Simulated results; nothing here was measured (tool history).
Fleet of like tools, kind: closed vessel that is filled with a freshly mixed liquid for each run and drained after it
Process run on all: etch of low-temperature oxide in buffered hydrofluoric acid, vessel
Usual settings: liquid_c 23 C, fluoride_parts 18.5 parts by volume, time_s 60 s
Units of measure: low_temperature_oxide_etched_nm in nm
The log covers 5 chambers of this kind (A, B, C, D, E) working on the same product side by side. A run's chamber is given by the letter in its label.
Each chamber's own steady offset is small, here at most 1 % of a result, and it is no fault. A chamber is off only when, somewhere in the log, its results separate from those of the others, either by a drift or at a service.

run,hour,liquid_c,fluoride_parts,time_s,hours since the thermometer was replaced,hours since the hydrofluoric acid flow meter was replaced,"read-back film thickness of the low-temperature oxide reference wafer, read on the same gauge (nm)",low_temperature_oxide_etched_nm
1D,11.1,23,18.5,60,504.2,275.5,40.045,151.43
2C,19.7,23,18.5,60,197.4,122.5,40.002,151.56
3B,31.3,23,18.5,60,369.5,350.4,39.992,149.21
4A,40.3,23,18.5,60,564.5,730.5,40.009,153.31
5E,48.3,23,18.5,60,1100.4,192.9,40.004,152.17
6C,58.6,23,18.5,60,236.3,161.4,39.988,151.91
7B,70.2,23,18.5,60,408.4,389.3,39.988,150.76
8D,82.7,23,18.5,60,575.8,347.1,40.043,149.60
9E,93.9,23,18.5,60,1146.0,238.5,39.988,150.42
10A,105.2,23,18.5,60,629.4,795.4,40.047,153.29
11E,114.3,23,18.5,60,1166.4,258.9,39.942,150.60
12C,123.2,20,23.0,60,300.9,226.0,39.994,106.84
13D,135.4,20,23.0,60,628.5,399.8,39.995,107.90
14A,147.5,20,23.0,60,671.7,837.7,39.976,108.05
# hour 148.9: chamber A: thermometer replaced
15B,157.1,20,23.0,60,495.3,476.2,40.009,107.71
16D,169.8,20,23.0,60,662.9,434.2,40.028,107.17
17C,179.2,23,18.5,60,356.9,282.0,39.985,150.96
18E,189.3,23,18.5,60,1241.4,333.9,40.001,151.51
19A,200.1,23,18.5,60,51.2,890.3,40.021,152.55
20B,213.1,23,18.5,60,551.3,532.2,40.038,148.47
21E,220.2,21,22.5,60,1272.3,364.8,40.036,115.24
22C,227.7,21,22.5,60,405.4,330.5,40.035,114.60
23D,236.0,21,22.5,60,729.1,500.4,40.014,115.80
24B,247.4,21,22.5,60,585.6,566.5,40.019,113.90
25A,256.6,21,22.5,60,107.7,946.8,39.990,117.00
# hour 260.4: chamber D: hydrofluoric acid flow meter replaced
26C,267.4,23,18.5,60,445.1,370.2,40.012,149.97
27B,275.0,23,18.5,60,613.2,594.1,39.989,150.30
28A,285.2,23,18.5,60,136.3,975.4,40.019,152.88
29D,296.1,23,23.0,90,789.2,35.8,40.013,191.99
30E,302.5,23,23.0,90,1354.6,447.1,40.003,190.63
# hour 309.4: chamber B: hydrofluoric acid flow meter replaced
31D,311.1,23,23.0,90,804.2,50.8,39.982,191.49
# hour 313.5: chamber C: hydrofluoric acid flow meter replaced
32B,324.0,23,23.0,90,662.2,14.6,39.974,188.59
33A,335.1,23,23.0,90,186.2,1025.3,39.974,192.28
34E,345.1,23,18.5,60,1397.2,489.7,40.009,151.93
35C,351.1,23,18.5,60,528.8,37.7,39.962,151.33
36B,362.9,23,18.5,95,701.1,53.5,40.046,238.20
37E,373.0,23,18.5,95,1425.1,517.6,39.986,238.87
38A,381.2,23,18.5,95,232.3,1071.4,40.025,244.16
39D,394.1,23,18.5,95,887.2,133.8,40.014,239.51
40C,402.1,23,18.5,95,579.8,88.7,40.002,241.06
41D,409.5,23,18.5,60,902.6,149.2,40.062,148.19

One chamber off, gauge drift, or nothing amiss beyond the chambers' own small offsets? If it is a chamber, which one, and what is the likeliest cause?

Nothing is wrong: each chamber keeps only its own small, steady offset and the gauge holds still.
